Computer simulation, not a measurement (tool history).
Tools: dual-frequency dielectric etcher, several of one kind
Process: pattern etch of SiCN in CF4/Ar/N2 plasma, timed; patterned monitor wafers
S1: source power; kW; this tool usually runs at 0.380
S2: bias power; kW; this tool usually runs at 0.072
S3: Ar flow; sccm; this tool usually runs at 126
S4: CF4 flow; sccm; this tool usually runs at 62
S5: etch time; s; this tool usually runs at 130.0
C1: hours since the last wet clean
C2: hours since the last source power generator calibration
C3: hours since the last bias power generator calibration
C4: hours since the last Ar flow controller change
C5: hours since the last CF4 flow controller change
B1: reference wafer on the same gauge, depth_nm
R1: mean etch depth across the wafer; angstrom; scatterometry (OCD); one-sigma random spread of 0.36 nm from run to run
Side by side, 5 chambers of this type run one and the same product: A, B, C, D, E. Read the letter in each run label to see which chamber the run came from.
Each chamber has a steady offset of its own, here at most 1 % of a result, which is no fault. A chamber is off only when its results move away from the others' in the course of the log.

run	day	S1	S2	S3	S4	S5	C1	C2	C3	C4	C5	B1	R1
1E	0.638	0.380	0.072	126	62	130.0	98.2	3037.7	980.4	4084.4	189.8	95.760	908.42
2B	0.996	0.380	0.072	126	62	130.0	254.1	2801.9	1776.9	1972.4	930.1	95.805	907.77
3C	1.288	0.380	0.072	126	62	130.0	60.4	219.4	375.1	513.7	1625.2	95.731	906.36
4D	1.696	0.380	0.072	126	62	130.0	508.5	2353.8	51.2	2499.6	558.0	95.867	920.06
# day 2.204: chamber B: bias power generator calibrated
5A	2.304	0.380	0.072	126	62	130.0	270.4	1930.0	1047.4	1004.7	2287.9	95.794	909.72
# day 2.446: chamber D: source power generator calibrated
6E	2.629	0.380	0.072	126	62	130.0	146.0	3085.5	1028.2	4132.2	237.6	95.703	906.04
7C	3.000	0.380	0.072	126	62	130.0	101.5	260.5	416.2	554.8	1666.3	95.919	919.88
# day 3.162: chamber D: wet clean of the chamber
8A	3.304	0.380	0.072	126	62	130.0	294.4	1954.0	1071.4	1028.7	2311.9	95.767	906.08
# day 3.308: chamber E: source power generator calibrated
9B	3.871	0.430	0.087	126	62	130.0	323.1	2870.9	40.0	2041.4	999.1	95.754	1090.50
10D	4.500	0.430	0.087	126	62	130.0	32.2	49.4	118.5	2566.9	625.3	95.834	1092.60
11E	4.962	0.430	0.087	126	62	130.0	202.0	39.8	1084.2	4188.2	293.6	95.745	1090.20
12D	5.575	0.430	0.087	126	62	130.0	58.0	75.2	144.3	2592.7	651.1	95.775	1097.30
13B	5.912	0.430	0.087	126	62	130.0	372.1	2919.9	89.0	2090.4	1048.1	95.807	1094.20
14C	6.442	0.380	0.072	126	62	130.0	184.1	343.1	498.8	637.4	1748.9	95.725	910.39
15A	6.862	0.380	0.072	126	62	130.0	379.8	2039.4	1156.8	1114.1	2397.3	95.776	912.33
16A	7.442	0.420	0.072	126	62	164.5	393.7	2053.3	1170.7	1128.0	2411.2	95.855	1256.10
# day 7.796: chamber B: wet clean of the chamber
17C	7.988	0.420	0.072	126	62	164.5	221.2	380.2	535.9	674.5	1786.0	95.798	1259.70
18D	8.471	0.420	0.072	126	62	164.5	127.5	144.7	213.8	2662.2	720.6	95.799	1266.50
19E	8.829	0.420	0.072	126	62	164.5	294.8	132.6	1177.0	4281.0	386.4	95.875	1249.20
20B	9.438	0.420	0.072	126	62	164.5	39.5	3004.5	173.6	2175.0	1132.7	95.732	1259.10
21C	9.900	0.380	0.072	126	62	130.0	267.1	426.1	581.8	720.4	1831.9	95.678	916.14
22B	10.300	0.380	0.072	126	62	130.0	60.2	3025.2	194.3	2195.7	1153.4	95.884	910.99
23A	10.904	0.380	0.072	126	62	130.0	476.8	2136.4	1253.8	1211.1	2494.3	95.867	912.61
24E	11.292	0.380	0.072	126	62	130.0	353.9	191.7	1236.1	4340.1	445.5	95.700	908.09
# day 11.558: chamber A: wet clean of the chamber
25D	11.658	0.380	0.072	126	62	130.0	204.0	221.2	290.3	2738.7	797.1	95.897	920.20
26D	12.079	0.380	0.072	126	62	130.0	214.1	231.3	300.4	2748.8	807.2	95.935	917.64
27B	12.479	0.380	0.072	126	62	130.0	112.5	3077.5	246.6	2248.0	1205.7	95.808	910.59
28C	13.025	0.380	0.072	126	62	130.0	342.1	501.1	656.8	795.4	1906.9	95.837	909.05
29A	13.433	0.380	0.072	126	62	130.0	45.0	2197.1	1314.5	1271.8	2555.0	95.865	905.38
30E	13.754	0.380	0.072	126	62	130.0	413.0	250.8	1295.2	4399.2	504.6	95.786	906.24
31A	14.129	0.380	0.072	126	62	130.0	61.7	2213.8	1331.2	1288.5	2571.7	95.780	911.20
32B	14.421	0.380	0.072	126	62	130.0	159.1	3124.1	293.2	2294.6	1252.3	95.832	912.61
33D	14.817	0.380	0.089	99	62	130.0	279.8	297.0	366.1	2814.5	872.9	95.778	1028.80
# day 15.175: chamber D: Ar flow controller replaced
34E	15.196	0.380	0.089	99	62	130.0	447.6	285.4	1329.8	4433.8	539.2	95.745	1017.20
35C	15.579	0.380	0.089	99	62	130.0	403.4	562.4	718.1	856.7	1968.2	95.828	1018.40
# day 15.675: chamber E: wet clean of the chamber
36D	15.967	0.380	0.089	99	62	130.0	307.4	324.6	393.7	19.0	900.5	95.676	1025.90
37A	16.567	0.380	0.089	99	62	130.0	120.2	2272.3	1389.7	1347.0	2630.2	95.728	1016.10
38C	17.092	0.380	0.072	126	62	130.0	439.7	598.7	754.4	893.0	2004.5	95.767	904.25
39E	17.712	0.380	0.072	126	62	130.0	49.0	345.8	1390.2	4494.2	599.6	95.796	909.56

What goes on in this fleet: one chamber off, a drifting gauge, or nothing beyond the chambers' own small offsets? Name the chamber and the cause, if any.

No chamber is off and the gauge is stable; the differences are just each chamber's small, constant offset.
